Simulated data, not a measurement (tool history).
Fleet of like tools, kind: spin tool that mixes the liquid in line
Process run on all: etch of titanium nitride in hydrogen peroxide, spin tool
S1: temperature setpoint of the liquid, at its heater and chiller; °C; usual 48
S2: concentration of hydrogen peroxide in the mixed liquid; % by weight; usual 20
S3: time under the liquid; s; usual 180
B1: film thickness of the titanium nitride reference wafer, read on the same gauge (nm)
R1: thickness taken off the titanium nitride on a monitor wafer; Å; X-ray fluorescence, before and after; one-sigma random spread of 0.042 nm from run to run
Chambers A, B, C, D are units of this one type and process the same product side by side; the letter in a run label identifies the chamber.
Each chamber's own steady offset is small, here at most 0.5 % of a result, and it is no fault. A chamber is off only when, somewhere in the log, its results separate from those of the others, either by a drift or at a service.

run   hour    S1    S2   S3      B1      R1
 1A    4.6    48    20  180  70.016  45.789
 2D    7.2    48    20  180  70.029  45.489
 3C   10.2    48    20  180  69.979  45.844
 4B   12.6    48    20  180  69.976  45.759
 5C   15.8    48    20  180  69.988  45.645
 6B   20.1    48    20  180  69.976  45.918
 7A   24.1    48    20  180  70.026    45.3
 8D   26.5  53.5    20  235  70.001  87.818
 9D   31.1  53.5    20  235  70.024  87.445
10C   35.6  53.5    20  235  69.983  87.979
11A   40.3  53.5    20  235  69.973  89.809
12B     43    48    20  180  70.031  45.704
13B   46.5    48    20  180  70.004  46.111
14A   50.5    48    20  180  69.955  45.784
      52.7  -- chamber B: thermometer replaced
15D   54.2    48    20  180  69.989  45.917
16C   56.9    48    20  180  69.999  45.295
17C   60.5    48    20  180  69.992   46.27
18B   62.9    48    20  180  69.965  46.832
19D   65.5    48    20  180  70.059   45.53
20A   69.2    45  16.5  180  70.017  35.031
21D   72.1    45  16.5  180  70.034  35.176
        73  -- chamber C: heated supply line repaired
22A   74.6    45  16.5  180  70.049  35.126
23C   77.5    45  16.5  180  69.967  35.565
24B   81.2    48    20  180  70.018  46.209
25A   83.6    48    20  180  69.992  44.978
26C   88.1    48    20  180  70.021  46.575
27B   90.1    48    20  180  70.017  45.932
28D   94.6    39    20  180  69.977  23.209
29B   98.8    39    20  180      70  23.191
30A  101.1    39    20  180  69.979  23.374
31C  103.6    39    20  180  69.987  23.533
32D  105.9    48    20  180  70.006  45.981
33C  109.7    48    20  180  70.016  45.677
34B  111.9    48    20  180  69.962  45.818
35D  115.6    48    20  180  70.024   45.23
     116.1  -- chamber B: heated supply line repaired
       118  -- chamber A: heated supply line repaired
36A  120.1  38.5    17  180  70.009  21.263
37A  123.6  38.5    17  180  69.972  21.218
38C  126.1  38.5    17  180      70  21.917
39B  129.1  38.5    17  180  69.984  21.398
40D  133.1    48    20  180  69.979  45.021
41A  136.2    48    20  180  69.954  45.088
42B  139.6    48    20  180  70.021  46.881

All 4 chambers run these settings next. Forecast each chamber's results:
43A   143  48  20  215       ?
43B   143  48  20  215       ?
43C   143  48  20  215       ?
43D   143  48  20  215       ?

run      R1
43A  54.821
43B  54.996
43C  55.445
43D  55.469
